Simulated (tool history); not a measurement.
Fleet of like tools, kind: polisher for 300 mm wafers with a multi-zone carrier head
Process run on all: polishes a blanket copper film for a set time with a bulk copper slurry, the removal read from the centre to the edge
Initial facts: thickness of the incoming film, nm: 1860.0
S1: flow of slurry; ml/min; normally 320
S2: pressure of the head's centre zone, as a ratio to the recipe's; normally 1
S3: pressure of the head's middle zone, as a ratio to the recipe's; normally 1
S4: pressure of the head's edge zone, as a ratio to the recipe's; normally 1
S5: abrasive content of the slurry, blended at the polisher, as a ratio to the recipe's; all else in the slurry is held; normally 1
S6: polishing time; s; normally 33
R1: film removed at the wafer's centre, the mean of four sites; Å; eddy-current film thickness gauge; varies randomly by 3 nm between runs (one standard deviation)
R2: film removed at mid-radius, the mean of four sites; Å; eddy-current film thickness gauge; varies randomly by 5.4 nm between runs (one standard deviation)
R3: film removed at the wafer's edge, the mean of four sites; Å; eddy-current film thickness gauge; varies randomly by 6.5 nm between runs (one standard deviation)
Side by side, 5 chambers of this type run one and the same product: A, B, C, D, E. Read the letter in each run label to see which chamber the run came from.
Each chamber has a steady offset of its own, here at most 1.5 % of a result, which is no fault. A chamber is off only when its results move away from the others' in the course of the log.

{"run": "1A", "day": 0.196, "S1": 320, "S2": 1, "S3": 1, "S4": 1, "S5": 1, "S6": 33, "R1": 4450.2, "R2": 4436.9, "R3": 4462.9}
{"day": 0.288, "done": "chamber C: worn pad replaced by a new one"}
{"run": "2D", "day": 0.35, "S1": 320, "S2": 1, "S3": 1, "S4": 1, "S5": 1, "S6": 33, "R1": 4420.8, "R2": 4471.1, "R3": 4472.5}
{"run": "3B", "day": 0.542, "S1": 320, "S2": 1, "S3": 1, "S4": 1, "S5": 1, "S6": 33, "R1": 4461.7, "R2": 4500.4, "R3": 4547.9}
{"run": "4C", "day": 0.717, "S1": 320, "S2": 1, "S3": 1, "S4": 1, "S5": 1, "S6": 33, "R1": 4496, "R2": 4449.7, "R3": 4471.8}
{"run": "5E", "day": 0.879, "S1": 320, "S2": 1, "S3": 1, "S4": 1, "S5": 1, "S6": 33, "R1": 4509.8, "R2": 4400.5, "R3": 4337.9}
{"run": "6A", "day": 1.004, "S1": 320, "S2": 1, "S3": 1, "S4": 1, "S5": 1, "S6": 33, "R1": 4465.7, "R2": 4506.9, "R3": 4408.2}
{"run": "7D", "day": 1.192, "S1": 320, "S2": 1, "S3": 1, "S4": 1, "S5": 1, "S6": 33, "R1": 4484.2, "R2": 4528.2, "R3": 4501.4}
{"day": 1.204, "done": "chamber E: worn pad replaced by a new one"}
{"day": 1.292, "done": "chamber A: worn pad replaced by a new one"}
{"run": "8B", "day": 1.338, "S1": 320, "S2": 1, "S3": 1, "S4": 1, "S5": 1, "S6": 33, "R1": 4418.6, "R2": 4414.2, "R3": 4357.2}
{"run": "9C", "day": 1.538, "S1": 320, "S2": 1, "S3": 1, "S4": 1, "S5": 1, "S6": 33, "R1": 4444.3, "R2": 4436.8, "R3": 4454.5}
{"run": "10E", "day": 1.729, "S1": 320, "S2": 1, "S3": 1, "S4": 1, "S5": 1, "S6": 33, "R1": 4506.5, "R2": 4491.4, "R3": 4449.5}
{"run": "11A", "day": 1.938, "S1": 320, "S2": 1, "S3": 1, "S4": 1, "S5": 1, "S6": 33, "R1": 4413.8, "R2": 4426, "R3": 4419.9}
{"run": "12C", "day": 2.079, "S1": 320, "S2": 1, "S3": 1, "S4": 1, "S5": 1, "S6": 33, "R1": 4493.1, "R2": 4453.6, "R3": 4537.4}
{"day": 2.246, "done": "chamber C: slurry nozzle cleaned"}
{"run": "13B", "day": 2.312, "S1": 320, "S2": 0.91, "S3": 1, "S4": 1, "S5": 1, "S6": 39, "R1": 4648.7, "R2": 5339, "R3": 5248.3}
{"day": 2.342, "done": "chamber D: worn pad replaced by a new one"}
{"run": "14D", "day": 2.521, "S1": 320, "S2": 0.91, "S3": 1, "S4": 1, "S5": 1, "S6": 39, "R1": 4763.3, "R2": 5331.1, "R3": 5334.9}
{"day": 2.675, "done": "chamber C: worn pad replaced by a new one"}
{"run": "15E", "day": 2.717, "S1": 320, "S2": 0.91, "S3": 1, "S4": 1, "S5": 1, "S6": 39, "R1": 4758.9, "R2": 5338.4, "R3": 5200.2}
{"run": "16B", "day": 2.908, "S1": 320, "S2": 0.91, "S3": 1, "S4": 1, "S5": 1, "S6": 39, "R1": 4658.8, "R2": 5261.6, "R3": 5199.7}
{"run": "17E", "day": 3.138, "S1": 320, "S2": 0.91, "S3": 1, "S4": 1, "S5": 1, "S6": 39, "R1": 4717.6, "R2": 5214, "R3": 5164.1}
{"run": "18C", "day": 3.262, "S1": 320, "S2": 1, "S3": 1, "S4": 1, "S5": 1, "S6": 33, "R1": 4523, "R2": 4477.1, "R3": 4571.2}
{"day": 3.35, "done": "chamber E: slurry nozzle cleaned"}
{"run": "19A", "day": 3.367, "S1": 320, "S2": 1, "S3": 1, "S4": 1, "S5": 1, "S6": 33, "R1": 4458.7, "R2": 4482.5, "R3": 4446.9}
{"run": "20D", "day": 3.554, "S1": 320, "S2": 1, "S3": 1, "S4": 1, "S5": 1, "S6": 37, "R1": 4970.9, "R2": 5075.4, "R3": 5053.9}
{"day": 3.729, "done": "chamber A: worn pad replaced by a new one"}
{"run": "21A", "day": 3.779, "S1": 320, "S2": 1, "S3": 1, "S4": 1, "S5": 1, "S6": 37, "R1": 4993, "R2": 5069.1, "R3": 5044.3}
{"run": "22B", "day": 3.908, "S1": 320, "S2": 1, "S3": 1, "S4": 1, "S5": 1, "S6": 37, "R1": 4840.4, "R2": 4789.9, "R3": 4831.2}
{"run": "23D", "day": 4.142, "S1": 320, "S2": 1, "S3": 1, "S4": 1, "S5": 1, "S6": 37, "R1": 5059.1, "R2": 5018.5, "R3": 5051.1}
{"run": "24C", "day": 4.292, "S1": 320, "S2": 1, "S3": 1, "S4": 1, "S5": 1, "S6": 37, "R1": 5050.7, "R2": 5020.3, "R3": 4979.4}
{"run": "25E", "day": 4.45, "S1": 320, "S2": 1, "S3": 1, "S4": 1, "S5": 1, "S6": 33, "R1": 4469.5, "R2": 4389.6, "R3": 4490.4}
{"run": "26D", "day": 4.629, "S1": 280, "S2": 1, "S3": 1, "S4": 1, "S5": 1, "S6": 33, "R1": 4394.6, "R2": 4467.5, "R3": 4433.9}
{"day": 4.671, "done": "chamber D: worn pad replaced by a new one"}
{"run": "27B", "day": 4.862, "S1": 280, "S2": 1, "S3": 1, "S4": 1, "S5": 1, "S6": 33, "R1": 4151.7, "R2": 4143.7, "R3": 4220}
{"run": "28C", "day": 5.05, "S1": 280, "S2": 1, "S3": 1, "S4": 1, "S5": 1, "S6": 33, "R1": 4435.9, "R2": 4394.2, "R3": 4442.7}
{"run": "29A", "day": 5.167, "S1": 280, "S2": 1, "S3": 1, "S4": 1, "S5": 1, "S6": 33, "R1": 4409.1, "R2": 4315.3, "R3": 4422.5}
{"day": 5.329, "done": "chamber E: worn pad replaced by a new one"}
{"run": "30E", "day": 5.346, "S1": 280, "S2": 1, "S3": 1, "S4": 1, "S5": 1, "S6": 33, "R1": 4402, "R2": 4366.2, "R3": 4438.7}
{"run": "31C", "day": 5.458, "S1": 320, "S2": 1, "S3": 1, "S4": 1, "S5": 1, "S6": 33, "R1": 4440.2, "R2": 4441.1, "R3": 4372.4}
{"run": "32B", "day": 5.575, "S1": 320, "S2": 1, "S3": 1, "S4": 1, "S5": 1, "S6": 33, "R1": 4182.2, "R2": 4153.9, "R3": 4428.1}
{"run": "33D", "day": 5.721, "S1": 320, "S2": 1, "S3": 1, "S4": 1, "S5": 1, "S6": 33, "R1": 4464, "R2": 4538.4, "R3": 4537.3}

Next, every chamber runs the same settings. What will each give?
{"run": "34A", "day": 5.892, "S1": 320, "S2": 1, "S3": 1, "S4": 1, "S5": 1, "S6": 25, "R1": "?", "R2": "?", "R3": "?"}
{"run": "34B", "day": 5.892, "S1": 320, "S2": 1, "S3": 1, "S4": 1, "S5": 1, "S6": 25, "R1": "?", "R2": "?", "R3": "?"}
{"run": "34C", "day": 5.892, "S1": 320, "S2": 1, "S3": 1, "S4": 1, "S5": 1, "S6": 25, "R1": "?", "R2": "?", "R3": "?"}
{"run": "34D", "day": 5.892, "S1": 320, "S2": 1, "S3": 1, "S4": 1, "S5": 1, "S6": 25, "R1": "?", "R2": "?", "R3": "?"}
{"run": "34E", "day": 5.892, "S1": 320, "S2": 1, "S3": 1, "S4": 1, "S5": 1, "S6": 25, "R1": "?", "R2": "?", "R3": "?"}

run=34A R1=3365.7 R2=3307.1 R3=3392.4
run=34B R1=3171.9 R2=3175 R3=3234.1
run=34C R1=3403 R2=3374.7 R3=3410.5
run=34D R1=3385.2 R2=3423.3 R3=3391.5
run=34E R1=3439.9 R2=3361.3 R3=3265.2

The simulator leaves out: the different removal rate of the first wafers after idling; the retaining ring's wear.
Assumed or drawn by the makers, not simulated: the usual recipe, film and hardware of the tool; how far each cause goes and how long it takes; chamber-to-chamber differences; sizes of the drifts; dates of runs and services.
